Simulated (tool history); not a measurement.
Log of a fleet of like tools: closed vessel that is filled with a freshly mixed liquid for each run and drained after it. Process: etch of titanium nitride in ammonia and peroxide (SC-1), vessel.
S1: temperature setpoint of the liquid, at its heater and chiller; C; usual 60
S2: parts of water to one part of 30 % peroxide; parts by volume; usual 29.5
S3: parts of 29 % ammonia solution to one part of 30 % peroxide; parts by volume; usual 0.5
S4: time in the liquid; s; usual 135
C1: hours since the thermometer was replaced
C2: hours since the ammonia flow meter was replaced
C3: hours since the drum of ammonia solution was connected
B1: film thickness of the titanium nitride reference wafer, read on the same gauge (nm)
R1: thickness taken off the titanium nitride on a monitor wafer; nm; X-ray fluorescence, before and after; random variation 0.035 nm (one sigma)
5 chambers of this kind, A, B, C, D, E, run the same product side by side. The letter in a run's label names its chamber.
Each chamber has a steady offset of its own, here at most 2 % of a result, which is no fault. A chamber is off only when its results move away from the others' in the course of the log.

run	hour	S1	S2	S3	S4	C1	C2	C3	B1	R1
1C	5.4	60	29.5	0.5	135	323	205.3	166.8	59.994	11.224
2B	12.2	60	29.5	0.5	135	2151.9	510	195.9	60.02	11.339
3A	19.6	60	29.5	0.5	135	318.6	2207.4	382.9	59.963	11.411
4D	26.2	60	29.5	0.5	135	181.8	361.1	263.8	60.033	11.163
5E	34.5	60	29.5	0.5	135	130.9	1234.9	702.5	59.974	11.292
6E	41.4	60	29.5	0.5	135	137.8	1241.8	709.4	60.036	11.369
7A	48.1	60	29.5	0.5	135	347.1	2235.9	411.4	60.014	11.39
8B	57.7	60	29.5	0.5	135	2197.4	555.5	241.4	59.928	11.283
9D	65.5	60	29.5	0.5	135	221.1	400.4	303.1	59.983	11.078
10C	74.6	60	29.5	0.5	135	392.2	274.5	236	59.951	11.18
11C	84.7	60	29.5	0.5	135	402.3	284.6	246.1	59.959	11.219
12D	90.1	60	29.5	0.5	135	245.7	425	327.7	60.054	11.073
13E	99.4	60	29.5	0.5	135	195.8	1299.8	767.4	60.02	11.384
14A	106.8	60	29.5	0.5	135	405.8	2294.6	470.1	59.999	11.385
# hour 111.7: chamber A: new drum of ammonia solution connected
15B	111.8	53	29.5	0.5	135	2251.5	609.6	295.5	60.029	7.0877
16D	116.8	53	29.5	0.5	135	272.4	451.7	354.4	60.003	6.9212
17E	122.2	53	29.5	0.5	135	218.6	1322.6	790.2	59.977	7.0721
18B	127.5	53	29.5	0.5	135	2267.2	625.3	311.2	59.999	7.0403
19C	136.5	53	29.5	0.5	135	454.1	336.4	297.9	59.997	6.9563
20A	141.5	60	29.5	0.5	135	440.5	2329.3	29.9	59.988	11.383
21C	146.4	60	29.5	0.5	135	464	346.3	307.8	59.982	11.149
# hour 146.9: chamber A: ammonia flow meter replaced
22B	155.6	60	29.5	0.5	135	2295.3	653.4	339.3	60.023	11.26
23A	163.9	60	29.5	0.5	135	462.9	17	52.3	60.057	11.426
24D	171.6	60	29.5	0.5	135	327.2	506.5	409.2	60.011	11.126
25E	176.4	60	29.5	0.5	135	272.8	1376.8	844.4	60.043	11.293
26E	181.2	60	17.5	0.5	135	277.6	1381.6	849.2	60.044	15.162
# hour 181.8: chamber D: new drum of ammonia solution connected
27D	187.8	60	17.5	0.5	135	343.4	522.7	6.1	59.973	15.011
28C	192.3	60	17.5	0.5	135	509.9	392.2	353.7	60.035	14.763
29A	201.8	60	17.5	0.5	135	500.8	54.9	90.2	60.015	15.088
30B	211	60	17.5	0.5	135	2350.7	708.8	394.7	60.013	15.195
# hour 214.6: chamber C: ammonia flow meter replaced
31D	219.9	60	29.5	0.5	135	375.5	554.8	38.2	60.013	11.079
# hour 221.7: chamber B: thermometer replaced
32A	225.4	60	29.5	0.5	135	524.4	78.5	113.8	60.013	11.413
# hour 229.4: chamber B: new drum of ammonia solution connected
33E	231.9	60	29.5	0.5	135	328.3	1432.3	899.9	60.032	11.373
34C	239.4	60	29.5	0.5	135	557	24.9	400.8	59.939	11.014
35B	245.2	60	29.5	0.5	135	23.6	743	15.9	60.029	11.342

Is one chamber off against the others, does the gauge drift, or is nothing wrong? If a chamber is off, say which, and what the likeliest cause is.

Chamber C drifts away from the others.
Cause: liquid colder than its thermometer reads (K) = 0.328.
The log may not tell that from: ammonia solution weaker than its label (%).

Here are 4 candidates for chamber C's next run, each the usual settings with a change, their results left as question marks. Which one brings its results back in line with what the others give on the usual settings?
In line means no further than this from the other chambers' mean on the usual settings: R1 0.12 nm
36C-1	252.6	60	32	0.5	135					?
36C-2	252.6	60	28	0.5	135					?
36C-3	252.6	60	31	0.5	135					?
36C-4	252.6	60	27	0.5	135					?

The other chambers' mean on the usual settings: R1 11.279 nm
run	R1
36C-1	10.488
36C-2	11.311
36C-3	10.679
36C-4	11.545
36C-2 brings the chamber back in line.
